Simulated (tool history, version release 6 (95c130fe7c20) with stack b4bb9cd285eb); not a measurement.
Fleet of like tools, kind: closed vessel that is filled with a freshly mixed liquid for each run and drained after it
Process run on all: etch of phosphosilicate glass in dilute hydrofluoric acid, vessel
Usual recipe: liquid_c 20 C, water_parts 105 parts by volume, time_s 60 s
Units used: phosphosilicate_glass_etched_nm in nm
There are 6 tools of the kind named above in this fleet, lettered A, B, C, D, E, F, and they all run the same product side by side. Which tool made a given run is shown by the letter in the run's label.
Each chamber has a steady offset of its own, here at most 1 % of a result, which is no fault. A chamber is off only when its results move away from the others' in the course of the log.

run   hour  liquid_c  water_parts  time_s  read-back film thickness of the phosphosilicate glass reference wafer, read on the same gauge (nm)  phosphosilicate_glass_etched_nm
 1C    7.2        20          105      60                                                                                              90.017                           50.966
 2B   12.5        20          105      60                                                                                              89.993                           50.254
 3F   19.6        20          105      60                                                                                              90.004                           50.236
 4A   26.7        20          105      60                                                                                              90.012                           50.328
 5E   32.6        20          105      60                                                                                              89.998                           50.545
 6D   36.5        20          105      60                                                                                              89.954                           50.712
 7B   43.6        20          105      60                                                                                              89.977                           49.904
 8C   50.6        20          105      60                                                                                              89.975                           50.032
 9F     55        20          105      60                                                                                              90.035                            50.42
10D   58.3        20          135      60                                                                                              89.967                            37.98
11E   64.9        20          135      60                                                                                              90.039                           38.012
12A   69.6        20          135      60                                                                                               90.02                            38.05
13D   75.3        20          135      60                                                                                              90.006                           38.223
14B   82.6        20          135      60                                                                                              89.992                           37.654
15E   89.8        20          135      60                                                                                              89.995                           37.664
16C   93.2        20          105      60                                                                                              90.055                           50.439
17A   97.7        20          105      60                                                                                              89.987                           50.561
18F  103.8        20          105      60                                                                                              90.043                           50.633
19B    108        20          105      60                                                                                              90.002                           50.111
20E  114.7        20          105      60                                                                                               89.99                           50.462
21A    120        20          150      30                                                                                              89.976                           16.933
22C  126.8        20          150      30                                                                                              90.061                           16.912
23D  130.5        20          150      30                                                                                              90.003                           17.007
24F    135        20          150      30                                                                                              90.011                           16.721
     139.5  -- chamber F: hydrofluoric acid flow meter replaced
25A  139.6        20          150      30                                                                                               90.04                           16.962
26F  144.4        20          150      30                                                                                              89.998                           16.591
27D  147.7        20          105      60                                                                                              90.008                           50.449
28C  151.7        20          105      60                                                                                              89.993                           50.603
29B  154.9        20          105      60                                                                                               89.99                           50.516
30E  160.1        20          105      60                                                                                              90.004                            50.87
31C  164.7        20          105      60                                                                                              90.016                           50.323
32B  168.9        20          105      60                                                                                              90.026                           50.308
33F  173.2        20          105      60                                                                                              89.997                           50.417
     179.1  -- chamber F: thermometer replaced
34E  180.1        20          105      60                                                                                              90.015                           50.414
35A  186.9        20          105      60                                                                                                  90                            50.37
36D  192.4        20          105      60                                                                                               90.02                           50.736
37B  197.2        20          105      60                                                                                              89.962                           50.182
38F  203.3        20          105      60                                                                                              89.996                           50.174
39C  209.5        18          105      60                                                                                              89.993                           46.342
40A  214.6        18          105      60                                                                                              90.005                           46.415
41D  217.8        18          105      60                                                                                              89.949                            46.82
42E    223        18          105      60                                                                                              89.976                           46.696

Each of the 6 chambers runs these same settings next. Fill in every chamber's results:
43A  228.2        20          105      60                                                                                                                                    ?
43B  228.2        20          105      60                                                                                                                                    ?
43C  228.2        20          105      60                                                                                                                                    ?
43D  228.2        20          105      60                                                                                                                                    ?
43E  228.2        20          105      60                                                                                                                                    ?
43F  228.2        20          105      60                                                                                                                                    ?

run  phosphosilicate_glass_etched_nm
43A                           50.365
43B                           49.712
43C                           50.334
43D                           50.964
43E                           50.545
43F                            50.58
